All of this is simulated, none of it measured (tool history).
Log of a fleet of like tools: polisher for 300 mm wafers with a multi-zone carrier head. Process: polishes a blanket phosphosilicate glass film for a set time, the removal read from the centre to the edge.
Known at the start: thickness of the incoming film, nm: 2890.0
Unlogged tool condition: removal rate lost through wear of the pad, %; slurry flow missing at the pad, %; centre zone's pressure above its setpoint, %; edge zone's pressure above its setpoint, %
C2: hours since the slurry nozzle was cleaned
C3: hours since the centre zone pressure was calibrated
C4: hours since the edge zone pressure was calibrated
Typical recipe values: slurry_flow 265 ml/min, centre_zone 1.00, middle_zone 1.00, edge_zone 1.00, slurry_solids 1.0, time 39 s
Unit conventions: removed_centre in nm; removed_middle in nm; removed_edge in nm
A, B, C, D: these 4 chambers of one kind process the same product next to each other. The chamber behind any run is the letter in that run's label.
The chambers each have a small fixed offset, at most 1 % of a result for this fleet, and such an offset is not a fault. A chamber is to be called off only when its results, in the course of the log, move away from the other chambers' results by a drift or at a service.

run 1C day=0.292 | slurry_flow=265 centre_zone=1.00 middle_zone=1.00 edge_zone=1.00 slurry_solids=1.0 time=39 | wafers_polished_on_this_pad=737 C2=111.9 C3=339.8 C4=625.2 | removed_centre=296.12 removed_middle=297.97 removed_edge=306.51
-- day=0.675 chamber A: worn pad replaced by a new one
run 2A day=0.775 | slurry_flow=265 centre_zone=1.00 middle_zone=1.00 edge_zone=1.00 slurry_solids=1.0 time=39 | wafers_polished_on_this_pad=37 C2=469.5 C3=473.3 C4=603.2 | removed_centre=302.06 removed_middle=298.55 removed_edge=295.52
run 3B day=1.175 | slurry_flow=265 centre_zone=1.00 middle_zone=1.00 edge_zone=1.00 slurry_solids=1.0 time=39 | wafers_polished_on_this_pad=786 C2=275.0 C3=569.2 C4=797.3 | removed_centre=297.02 removed_middle=299.68 removed_edge=297.52
-- day=1.350 chamber C: worn pad replaced by a new one
run 4D day=1.471 | slurry_flow=265 centre_zone=1.00 middle_zone=1.00 edge_zone=1.00 slurry_solids=1.0 time=39 | wafers_polished_on_this_pad=762 C2=273.9 C3=526.1 C4=609.7 | removed_centre=296.49 removed_middle=299.53 removed_edge=299.15
run 5A day=1.871 | slurry_flow=265 centre_zone=1.00 middle_zone=1.00 edge_zone=1.00 slurry_solids=1.0 time=39 | wafers_polished_on_this_pad=433 C2=495.8 C3=499.6 C4=629.5 | removed_centre=301.15 removed_middle=293.96 removed_edge=300.13
-- day=2.100 chamber D: worn pad replaced by a new one
run 6D day=2.333 | slurry_flow=265 centre_zone=1.00 middle_zone=1.00 edge_zone=1.00 slurry_solids=1.0 time=39 | wafers_polished_on_this_pad=85 C2=294.6 C3=546.8 C4=630.4 | removed_centre=297.78 removed_middle=292.46 removed_edge=297.47
run 7C day=2.712 | slurry_flow=265 centre_zone=1.00 middle_zone=1.00 edge_zone=1.00 slurry_solids=1.0 time=39 | wafers_polished_on_this_pad=493 C2=170.0 C3=397.9 C4=683.3 | removed_centre=300.80 removed_middle=299.42 removed_edge=301.25
-- day=2.800 chamber B: worn pad replaced by a new one
run 8B day=3.100 | slurry_flow=265 centre_zone=1.00 middle_zone=1.00 edge_zone=1.00 slurry_solids=1.0 time=39 | wafers_polished_on_this_pad=109 C2=321.2 C3=615.4 C4=843.5 | removed_centre=298.74 removed_middle=299.13 removed_edge=296.89
-- day=3.492 chamber A: worn pad replaced by a new one
run 9B day=3.546 | slurry_flow=265 centre_zone=1.00 middle_zone=1.00 edge_zone=1.00 slurry_solids=1.0 time=39 | wafers_polished_on_this_pad=271 C2=331.9 C3=626.1 C4=854.2 | removed_centre=298.97 removed_middle=293.22 removed_edge=292.56
-- day=3.779 chamber C: worn pad replaced by a new one
-- day=3.829 chamber A: edge zone pressure recalibrated
run 10D day=3.917 | slurry_flow=265 centre_zone=1.00 middle_zone=1.00 edge_zone=1.00 slurry_solids=0.8 time=39 | wafers_polished_on_this_pad=658 C2=332.6 C3=584.8 C4=668.4 | removed_centre=267.03 removed_middle=263.69 removed_edge=267.89
run 11A day=4.362 | slurry_flow=265 centre_zone=1.00 middle_zone=1.00 edge_zone=1.00 slurry_solids=0.8 time=39 | wafers_polished_on_this_pad=315 C2=555.6 C3=559.4 C4=12.9 | removed_centre=267.91 removed_middle=274.71 removed_edge=267.21
-- day=4.638 chamber A: centre zone pressure recalibrated
run 12C day=4.800 | slurry_flow=265 centre_zone=1.00 middle_zone=1.00 edge_zone=1.00 slurry_solids=0.8 time=39 | wafers_polished_on_this_pad=370 C2=220.1 C3=448.0 C4=733.4 | removed_centre=269.06 removed_middle=268.02 removed_edge=271.42
run 13A day=5.067 | slurry_flow=265 centre_zone=1.00 middle_zone=1.00 edge_zone=1.00 slurry_solids=0.8 time=39 | wafers_polished_on_this_pad=570 C2=572.5 C3=10.3 C4=29.8 | removed_centre=269.13 removed_middle=267.20 removed_edge=267.85
-- day=5.171 chamber D: worn pad replaced by a new one
run 14C day=5.429 | slurry_flow=265 centre_zone=1.00 middle_zone=1.00 edge_zone=1.06 slurry_solids=1.1 time=39 | wafers_polished_on_this_pad=597 C2=235.2 C3=463.1 C4=748.5 | removed_centre=311.10 removed_middle=306.62 removed_edge=325.33
run 15D day=5.771 | slurry_flow=265 centre_zone=1.00 middle_zone=1.00 edge_zone=1.06 slurry_solids=1.1 time=39 | wafers_polished_on_this_pad=218 C2=377.1 C3=629.3 C4=712.9 | removed_centre=307.22 removed_middle=317.10 removed_edge=323.71
run 16B day=6.283 | slurry_flow=265 centre_zone=1.00 middle_zone=1.00 edge_zone=1.06 slurry_solids=1.1 time=39 | wafers_polished_on_this_pad=1261 C2=397.6 C3=691.8 C4=919.9 | removed_centre=310.42 removed_middle=308.25 removed_edge=321.31
-- day=6.404 chamber D: slurry nozzle cleaned
run 17D day=6.592 | slurry_flow=265 centre_zone=1.00 middle_zone=1.00 edge_zone=1.06 slurry_solids=1.1 time=39 | wafers_polished_on_this_pad=515 C2=4.6 C3=649.0 C4=732.6 | removed_centre=314.93 removed_middle=309.15 removed_edge=322.98
-- day=6.729 chamber C: worn pad replaced by a new one
-- day=6.767 chamber B: worn pad replaced by a new one
-- day=6.846 chamber A: worn pad replaced by a new one
run 18A day=6.996 | slurry_flow=265 centre_zone=1.00 middle_zone=1.00 edge_zone=1.00 slurry_solids=1.0 time=39 | wafers_polished_on_this_pad=55 C2=618.8 C3=56.6 C4=76.1 | removed_centre=300.24 removed_middle=295.33 removed_edge=295.78
run 19C day=7.312 | slurry_flow=265 centre_zone=1.00 middle_zone=1.00 edge_zone=1.00 slurry_solids=1.0 time=29 | wafers_polished_on_this_pad=212 C2=280.4 C3=508.3 C4=793.7 | removed_centre=218.85 removed_middle=219.70 removed_edge=221.01
run 20B day=7.621 | slurry_flow=265 centre_zone=1.00 middle_zone=1.00 edge_zone=1.00 slurry_solids=1.0 time=29 | wafers_polished_on_this_pad=309 C2=429.7 C3=723.9 C4=952.0 | removed_centre=220.96 removed_middle=218.60 removed_edge=219.94
run 21C day=8.008 | slurry_flow=265 centre_zone=1.00 middle_zone=1.00 edge_zone=1.00 slurry_solids=1.0 time=29 | wafers_polished_on_this_pad=464 C2=297.1 C3=525.0 C4=810.4 | removed_centre=219.56 removed_middle=217.71 removed_edge=220.48
-- day=8.133 chamber D: worn pad replaced by a new one
-- day=8.367 chamber A: slurry nozzle cleaned
run 22D day=8.379 | slurry_flow=265 centre_zone=1.00 middle_zone=1.00 edge_zone=1.00 slurry_solids=1.0 time=29 | wafers_polished_on_this_pad=89 C2=47.5 C3=691.9 C4=775.5 | removed_centre=223.21 removed_middle=224.21 removed_edge=224.63
run 23B day=8.696 | slurry_flow=265 centre_zone=1.00 middle_zone=1.00 edge_zone=1.00 slurry_solids=1.0 time=39 | wafers_polished_on_this_pad=698 C2=455.5 C3=749.7 C4=977.8 | removed_centre=297.12 removed_middle=298.38 removed_edge=298.41
run 24A day=9.092 | slurry_flow=265 centre_zone=1.00 middle_zone=1.00 edge_zone=1.00 slurry_solids=1.0 time=39 | wafers_polished_on_this_pad=813 C2=17.4 C3=106.9 C4=126.4 | removed_centre=300.77 removed_middle=300.01 removed_edge=294.22
run 25B day=9.404 | slurry_flow=265 centre_zone=1.00 middle_zone=0.94 edge_zone=1.00 slurry_solids=1.1 time=39 | wafers_polished_on_this_pad=954 C2=472.5 C3=766.7 C4=994.8 | removed_centre=313.63 removed_middle=294.04 removed_edge=313.11
-- day=9.521 chamber A: worn pad replaced by a new one
run 26A day=9.650 | slurry_flow=265 centre_zone=1.00 middle_zone=0.94 edge_zone=1.00 slurry_solids=1.1 time=39 | wafers_polished_on_this_pad=46 C2=30.8 C3=120.3 C4=139.8 | removed_centre=316.01 removed_middle=298.32 removed_edge=314.18
-- day=9.817 chamber B: worn pad replaced by a new one
-- day=9.842 chamber C: worn pad replaced by a new one
run 27D day=9.925 | slurry_flow=265 centre_zone=1.00 middle_zone=0.94 edge_zone=1.00 slurry_solids=1.1 time=39 | wafers_polished_on_this_pad=648 C2=84.6 C3=729.0 C4=812.6 | removed_centre=308.80 removed_middle=290.60 removed_edge=316.66
run 28C day=10.242 | slurry_flow=265 centre_zone=1.00 middle_zone=0.94 edge_zone=1.00 slurry_solids=1.1 time=39 | wafers_polished_on_this_pad=144 C2=350.7 C3=578.6 C4=864.0 | removed_centre=304.29 removed_middle=284.77 removed_edge=303.47
run 29D day=10.533 | slurry_flow=265 centre_zone=1.00 middle_zone=1.00 edge_zone=1.00 slurry_solids=1.0 time=39 | wafers_polished_on_this_pad=868 C2=99.2 C3=743.6 C4=827.2 | removed_centre=297.76 removed_middle=302.82 removed_edge=307.00
run 30B day=11.012 | slurry_flow=265 centre_zone=1.00 middle_zone=1.00 edge_zone=1.00 slurry_solids=1.0 time=39 | wafers_polished_on_this_pad=432 C2=511.1 C3=805.3 C4=1033.4 | removed_centre=299.73 removed_middle=295.43 removed_edge=295.32
-- day=11.025 chamber D: worn pad replaced by a new one
run 31C day=11.388 | slurry_flow=265 centre_zone=1.00 middle_zone=1.00 edge_zone=1.00 slurry_solids=1.0 time=39 | wafers_polished_on_this_pad=559 C2=378.2 C3=606.1 C4=891.5 | removed_centre=292.70 removed_middle=287.83 removed_edge=296.45
run 32A day=11.642 | slurry_flow=265 centre_zone=1.00 middle_zone=1.00 edge_zone=1.00 slurry_solids=1.0 time=39 | wafers_polished_on_this_pad=767 C2=78.6 C3=168.1 C4=187.6 | removed_centre=301.91 removed_middle=297.73 removed_edge=302.79
run 33A day=12.096 | slurry_flow=265 centre_zone=1.00 middle_zone=1.00 edge_zone=1.00 slurry_solids=1.0 time=39 | wafers_polished_on_this_pad=931 C2=89.5 C3=179.0 C4=198.5 | removed_centre=298.95 removed_middle=299.89 removed_edge=295.20
-- day=12.183 chamber C: worn pad replaced by a new one
run 34B day=12.625 | slurry_flow=265 centre_zone=1.00 middle_zone=1.00 edge_zone=1.00 slurry_solids=1.0 time=39 | wafers_polished_on_this_pad=1016 C2=549.8 C3=844.0 C4=1072.1 | removed_centre=297.45 removed_middle=297.62 removed_edge=293.36
run 35D day=13.125 | slurry_flow=265 centre_zone=1.00 middle_zone=1.00 edge_zone=1.00 slurry_solids=1.0 time=39 | wafers_polished_on_this_pad=759 C2=161.4 C3=805.8 C4=889.4 | removed_centre=299.09 removed_middle=297.78 removed_edge=301.20
run 36C day=13.608 | slurry_flow=265 centre_zone=1.00 middle_zone=1.00 edge_zone=1.00 slurry_solids=1.0 time=39 | wafers_polished_on_this_pad=516 C2=431.5 C3=659.4 C4=944.8 | removed_centre=283.57 removed_middle=278.92 removed_edge=290.72

All 4 chambers run these settings next. Forecast each chamber's results:
run 37A day=14.000 | slurry_flow=265 centre_zone=1.07 middle_zone=1.00 edge_zone=1.00 slurry_solids=1.0 time=39 | removed_centre=? removed_middle=? removed_edge=?
run 37B day=14.000 | slurry_flow=265 centre_zone=1.07 middle_zone=1.00 edge_zone=1.00 slurry_solids=1.0 time=39 | removed_centre=? removed_middle=? removed_edge=?
run 37C day=14.000 | slurry_flow=265 centre_zone=1.07 middle_zone=1.00 edge_zone=1.00 slurry_solids=1.0 time=39 | removed_centre=? removed_middle=? removed_edge=?
run 37D day=14.000 | slurry_flow=265 centre_zone=1.07 middle_zone=1.00 edge_zone=1.00 slurry_solids=1.0 time=39 | removed_centre=? removed_middle=? removed_edge=?

run=37A removed_centre=323.28 removed_middle=301.47 removed_edge=300.08
run=37B removed_centre=320.37 removed_middle=298.53 removed_edge=297.47
run=37C removed_centre=305.80 removed_middle=287.03 removed_edge=289.01
run=37D removed_centre=318.90 removed_middle=302.38 removed_edge=298.72
